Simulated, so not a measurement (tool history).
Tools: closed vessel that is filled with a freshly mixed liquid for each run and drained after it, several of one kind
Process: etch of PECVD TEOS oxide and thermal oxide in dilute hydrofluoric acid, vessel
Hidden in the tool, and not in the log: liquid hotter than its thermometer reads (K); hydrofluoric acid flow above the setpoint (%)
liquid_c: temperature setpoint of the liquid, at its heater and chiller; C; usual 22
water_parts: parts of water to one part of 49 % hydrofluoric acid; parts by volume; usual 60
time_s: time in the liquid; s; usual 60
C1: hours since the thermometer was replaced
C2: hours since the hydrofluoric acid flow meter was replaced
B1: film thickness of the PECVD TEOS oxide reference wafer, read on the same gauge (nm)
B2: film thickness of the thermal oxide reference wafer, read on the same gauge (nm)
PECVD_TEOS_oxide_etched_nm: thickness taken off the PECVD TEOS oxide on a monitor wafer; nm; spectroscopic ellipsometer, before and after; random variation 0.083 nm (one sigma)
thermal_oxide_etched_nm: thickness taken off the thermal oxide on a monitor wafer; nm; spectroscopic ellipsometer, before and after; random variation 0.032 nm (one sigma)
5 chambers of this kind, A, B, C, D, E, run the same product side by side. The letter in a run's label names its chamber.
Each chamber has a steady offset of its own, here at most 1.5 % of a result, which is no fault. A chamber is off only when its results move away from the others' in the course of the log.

{"run": "1D", "hour": 4.6, "liquid_c": 22, "water_parts": 60, "time_s": 60, "C1": 11.1, "C2": 371, "B1": 130, "B2": 130.03, "PECVD_TEOS_oxide_etched_nm": 14.207, "thermal_oxide_etched_nm": 4.5628}
{"run": "2B", "hour": 9.2, "liquid_c": 22, "water_parts": 60, "time_s": 60, "C1": 592.4, "C2": 1261.6, "B1": 129.99, "B2": 130.03, "PECVD_TEOS_oxide_etched_nm": 14.186, "thermal_oxide_etched_nm": 4.6323}
{"run": "3E", "hour": 13.4, "liquid_c": 22, "water_parts": 60, "time_s": 60, "C1": 109.8, "C2": 478.6, "B1": 130.02, "B2": 130.04, "PECVD_TEOS_oxide_etched_nm": 14.329, "thermal_oxide_etched_nm": 4.5775}
{"run": "4C", "hour": 16.6, "liquid_c": 22, "water_parts": 60, "time_s": 60, "C1": 2407.6, "C2": 620.7, "B1": 129.97, "B2": 130, "PECVD_TEOS_oxide_etched_nm": 14.308, "thermal_oxide_etched_nm": 4.6399}
{"run": "5A", "hour": 21.6, "liquid_c": 24.5, "water_parts": 60, "time_s": 60, "C1": 987.4, "C2": 386.9, "B1": 130, "B2": 130.02, "PECVD_TEOS_oxide_etched_nm": 15.877, "thermal_oxide_etched_nm": 5.1288}
{"run": "6A", "hour": 26.2, "liquid_c": 24.5, "water_parts": 60, "time_s": 60, "C1": 992, "C2": 391.5, "B1": 130, "B2": 129.96, "PECVD_TEOS_oxide_etched_nm": 15.97, "thermal_oxide_etched_nm": 5.0869}
{"run": "7E", "hour": 32.5, "liquid_c": 24.5, "water_parts": 60, "time_s": 60, "C1": 128.9, "C2": 497.7, "B1": 130.01, "B2": 129.96, "PECVD_TEOS_oxide_etched_nm": 15.73, "thermal_oxide_etched_nm": 5.0975}
{"run": "8C", "hour": 36.3, "liquid_c": 24.5, "water_parts": 60, "time_s": 60, "C1": 2427.3, "C2": 640.4, "B1": 130.01, "B2": 129.98, "PECVD_TEOS_oxide_etched_nm": 16.022, "thermal_oxide_etched_nm": 5.1347}
{"run": "9B", "hour": 42.0, "liquid_c": 24.5, "water_parts": 60, "time_s": 60, "C1": 625.2, "C2": 1294.4, "B1": 130.02, "B2": 130.04, "PECVD_TEOS_oxide_etched_nm": 15.858, "thermal_oxide_etched_nm": 5.1424}
{"run": "10D", "hour": 46.7, "liquid_c": 22, "water_parts": 60, "time_s": 60, "C1": 53.2, "C2": 413.1, "B1": 130.02, "B2": 130.07, "PECVD_TEOS_oxide_etched_nm": 14.182, "thermal_oxide_etched_nm": 4.555}
{"run": "11E", "hour": 52.1, "liquid_c": 22, "water_parts": 60, "time_s": 60, "C1": 148.5, "C2": 517.3, "B1": 130, "B2": 130.03, "PECVD_TEOS_oxide_etched_nm": 14.284, "thermal_oxide_etched_nm": 4.5799}
{"run": "12A", "hour": 56.3, "liquid_c": 22, "water_parts": 60, "time_s": 60, "C1": 1022.1, "C2": 421.6, "B1": 130.01, "B2": 129.99, "PECVD_TEOS_oxide_etched_nm": 14.318, "thermal_oxide_etched_nm": 4.6085}
{"run": "13C", "hour": 59.0, "liquid_c": 22, "water_parts": 60, "time_s": 60, "C1": 2450, "C2": 663.1, "B1": 130.01, "B2": 130.02, "PECVD_TEOS_oxide_etched_nm": 14.226, "thermal_oxide_etched_nm": 4.5862}
{"run": "14B", "hour": 62.6, "liquid_c": 22, "water_parts": 60, "time_s": 60, "C1": 645.8, "C2": 1315, "B1": 130.02, "B2": 129.99, "PECVD_TEOS_oxide_etched_nm": 14.206, "thermal_oxide_etched_nm": 4.6718}
{"run": "15D", "hour": 65.4, "liquid_c": 22, "water_parts": 60, "time_s": 60, "C1": 71.9, "C2": 431.8, "B1": 130.01, "B2": 130.01, "PECVD_TEOS_oxide_etched_nm": 14.223, "thermal_oxide_etched_nm": 4.5342}
{"run": "16C", "hour": 69.3, "liquid_c": 22, "water_parts": 60, "time_s": 60, "C1": 2460.3, "C2": 673.4, "B1": 129.98, "B2": 129.99, "PECVD_TEOS_oxide_etched_nm": 14.309, "thermal_oxide_etched_nm": 4.5939}
{"run": "17D", "hour": 75.2, "liquid_c": 22, "water_parts": 60, "time_s": 60, "C1": 81.7, "C2": 441.6, "B1": 129.98, "B2": 130.01, "PECVD_TEOS_oxide_etched_nm": 14.242, "thermal_oxide_etched_nm": 4.528}
{"run": "18A", "hour": 79.7, "liquid_c": 22, "water_parts": 60, "time_s": 60, "C1": 1045.5, "C2": 445, "B1": 130.03, "B2": 129.97, "PECVD_TEOS_oxide_etched_nm": 14.164, "thermal_oxide_etched_nm": 4.5867}
{"run": "19B", "hour": 82.7, "liquid_c": 22, "water_parts": 60, "time_s": 60, "C1": 665.9, "C2": 1335.1, "B1": 129.98, "B2": 129.96, "PECVD_TEOS_oxide_etched_nm": 14.354, "thermal_oxide_etched_nm": 4.6231}
{"run": "20E", "hour": 88.5, "liquid_c": 22, "water_parts": 70, "time_s": 30, "C1": 184.9, "C2": 553.7, "B1": 130.01, "B2": 130.05, "PECVD_TEOS_oxide_etched_nm": 6.0797, "thermal_oxide_etched_nm": 1.9498}
{"run": "21D", "hour": 93.7, "liquid_c": 22, "water_parts": 70, "time_s": 30, "C1": 100.2, "C2": 460.1, "B1": 130.03, "B2": 130, "PECVD_TEOS_oxide_etched_nm": 6.0066, "thermal_oxide_etched_nm": 1.9012}
{"run": "22E", "hour": 98.9, "liquid_c": 22, "water_parts": 70, "time_s": 30, "C1": 195.3, "C2": 564.1, "B1": 130, "B2": 130, "PECVD_TEOS_oxide_etched_nm": 6.1121, "thermal_oxide_etched_nm": 1.965}
{"run": "23A", "hour": 103.6, "liquid_c": 22, "water_parts": 70, "time_s": 30, "C1": 1069.4, "C2": 468.9, "B1": 130.01, "B2": 130.04, "PECVD_TEOS_oxide_etched_nm": 6.0576, "thermal_oxide_etched_nm": 1.9252}
{"run": "24C", "hour": 107.5, "liquid_c": 22, "water_parts": 70, "time_s": 30, "C1": 2498.5, "C2": 711.6, "B1": 129.99, "B2": 130.02, "PECVD_TEOS_oxide_etched_nm": 6.0522, "thermal_oxide_etched_nm": 1.9387}
{"run": "25B", "hour": 112.5, "liquid_c": 22, "water_parts": 60, "time_s": 60, "C1": 695.7, "C2": 1364.9, "B1": 130.01, "B2": 130.03, "PECVD_TEOS_oxide_etched_nm": 14.104, "thermal_oxide_etched_nm": 4.6596}
{"run": "26A", "hour": 115.8, "liquid_c": 22, "water_parts": 60, "time_s": 60, "C1": 1081.6, "C2": 481.1, "B1": 130.01, "B2": 130, "PECVD_TEOS_oxide_etched_nm": 14.366, "thermal_oxide_etched_nm": 4.5764}
{"run": "27C", "hour": 121.5, "liquid_c": 22, "water_parts": 60, "time_s": 60, "C1": 2512.5, "C2": 725.6, "B1": 130, "B2": 129.96, "PECVD_TEOS_oxide_etched_nm": 14.33, "thermal_oxide_etched_nm": 4.6264}
{"run": "28E", "hour": 127.3, "liquid_c": 22, "water_parts": 60, "time_s": 60, "C1": 223.7, "C2": 592.5, "B1": 130, "B2": 129.97, "PECVD_TEOS_oxide_etched_nm": 14.47, "thermal_oxide_etched_nm": 4.5616}
{"run": "29D", "hour": 130.9, "liquid_c": 22, "water_parts": 60, "time_s": 60, "C1": 137.4, "C2": 497.3, "B1": 130.02, "B2": 129.99, "PECVD_TEOS_oxide_etched_nm": 14.17, "thermal_oxide_etched_nm": 4.5041}
{"run": "30B", "hour": 135.6, "liquid_c": 22, "water_parts": 60, "time_s": 60, "C1": 718.8, "C2": 1388, "B1": 130, "B2": 130, "PECVD_TEOS_oxide_etched_nm": 14.186, "thermal_oxide_etched_nm": 4.6432}

All 5 chambers run these settings next. Forecast each chamber's results:
{"run": "31A", "hour": 140.1, "liquid_c": 24.5, "water_parts": 60, "time_s": 60, "PECVD_TEOS_oxide_etched_nm": "?", "thermal_oxide_etched_nm": "?"}
{"run": "31B", "hour": 140.1, "liquid_c": 24.5, "water_parts": 60, "time_s": 60, "PECVD_TEOS_oxide_etched_nm": "?", "thermal_oxide_etched_nm": "?"}
{"run": "31C", "hour": 140.1, "liquid_c": 24.5, "water_parts": 60, "time_s": 60, "PECVD_TEOS_oxide_etched_nm": "?", "thermal_oxide_etched_nm": "?"}
{"run": "31D", "hour": 140.1, "liquid_c": 24.5, "water_parts": 60, "time_s": 60, "PECVD_TEOS_oxide_etched_nm": "?", "thermal_oxide_etched_nm": "?"}
{"run": "31E", "hour": 140.1, "liquid_c": 24.5, "water_parts": 60, "time_s": 60, "PECVD_TEOS_oxide_etched_nm": "?", "thermal_oxide_etched_nm": "?"}

run=31A PECVD_TEOS_oxide_etched_nm=15.968 thermal_oxide_etched_nm=5.0825
run=31B PECVD_TEOS_oxide_etched_nm=15.704 thermal_oxide_etched_nm=5.16
run=31C PECVD_TEOS_oxide_etched_nm=15.875 thermal_oxide_etched_nm=5.0795
run=31D PECVD_TEOS_oxide_etched_nm=15.668 thermal_oxide_etched_nm=5.0292
run=31E PECVD_TEOS_oxide_etched_nm=15.83 thermal_oxide_etched_nm=5.0701
